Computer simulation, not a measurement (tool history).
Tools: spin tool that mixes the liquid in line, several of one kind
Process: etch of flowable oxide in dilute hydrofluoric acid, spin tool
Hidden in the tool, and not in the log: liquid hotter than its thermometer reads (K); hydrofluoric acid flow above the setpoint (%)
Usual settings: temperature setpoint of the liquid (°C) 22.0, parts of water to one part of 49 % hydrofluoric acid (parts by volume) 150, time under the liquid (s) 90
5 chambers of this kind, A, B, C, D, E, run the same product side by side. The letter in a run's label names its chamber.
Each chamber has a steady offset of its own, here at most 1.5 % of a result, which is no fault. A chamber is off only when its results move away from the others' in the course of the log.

run	day	temperature setpoint of the liquid (°C)	parts of water to one part of 49 % hydrofluoric acid (parts by volume)	time under the liquid (s)	hours since the thermometer was replaced	hours since the hydrofluoric acid flow meter was replaced	read-back film thickness of the flowable oxide reference wafer, read on the same gauge (nm)	thickness taken off the flowable oxide on a monitor wafer (Å)
1C	0.354	22.0	150	90	1937.7	303.9	40.004	308.17
2D	0.758	22.0	150	90	771.0	512.1	39.983	311.40
3B	0.983	22.0	150	90	339.4	1098.5	40.013	312.22
4A	1.396	22.0	150	90	176.4	65.8	40.023	310.77
5E	1.700	22.0	150	90	2237.3	2570.9	40.017	309.41
6C	1.950	22.0	150	90	1976.0	342.2	39.968	307.50
7E	2.262	22.0	150	90	2250.8	2584.4	40.003	307.98
8A	2.525	22.0	150	90	203.5	92.9	39.988	310.39
# day 2.729: chamber C: hydrofluoric acid flow meter replaced
9D	2.792	24.5	125	90	819.8	560.9	40.006	424.80
10B	3.096	24.5	125	90	390.1	1149.2	39.991	429.08
# day 3.100: chamber E: hydrofluoric acid flow meter replaced
11A	3.479	24.5	125	90	226.4	115.8	39.960	422.42
12C	3.800	24.5	125	90	2020.4	25.8	39.995	423.46
13B	4.225	24.5	125	90	417.2	1176.3	39.960	428.22
14E	4.625	22.0	150	90	2307.5	36.7	39.937	309.23
15D	4.829	19.5	150	140	868.7	609.8	40.032	439.63
16C	5.058	19.5	150	140	2050.6	56.0	39.987	435.18
# day 5.358: chamber D: hydrofluoric acid flow meter replaced
17E	5.421	19.5	150	140	2326.6	55.8	39.996	437.77
18D	5.667	19.5	150	140	888.8	7.4	40.019	442.41
19A	6.004	19.5	150	140	287.0	176.4	40.069	437.70
20B	6.271	18.0	150	65	466.3	1225.4	40.017	191.73
21D	6.725	18.0	150	65	914.2	32.8	39.966	195.01
22A	7.054	18.0	150	65	312.2	201.6	39.953	192.64
23B	7.467	18.0	150	65	495.0	1254.1	39.964	191.03
24E	7.875	18.0	150	65	2385.5	114.7	40.013	190.32
25C	8.150	22.0	150	90	2124.8	130.2	39.960	310.29
26E	8.533	22.0	150	90	2401.3	130.5	40.051	311.06
27A	8.858	22.0	150	90	355.5	244.9	40.011	312.13
28C	9.162	22.0	150	90	2149.1	154.5	40.019	308.26
29D	9.608	22.0	150	90	983.4	102.0	40.023	312.42
30B	9.871	22.0	150	90	552.7	1311.8	39.986	312.90
31A	10.262	22.0	150	90	389.2	278.6	40.044	313.98
32E	10.667	22.0	150	90	2452.5	181.7	40.033	309.92
33B	10.975	22.0	150	90	579.2	1338.3	40.038	310.85

Next, every chamber runs the same settings. What will each give?
34A	11.317	26.5	150	90				?
34B	11.317	26.5	150	90				?
34C	11.317	26.5	150	90				?
34D	11.317	26.5	150	90				?
34E	11.317	26.5	150	90				?

run	thickness taken off the flowable oxide on a monitor wafer (Å)
34A	370.40
34B	371.28
34C	365.46
34D	372.36
34E	366.71
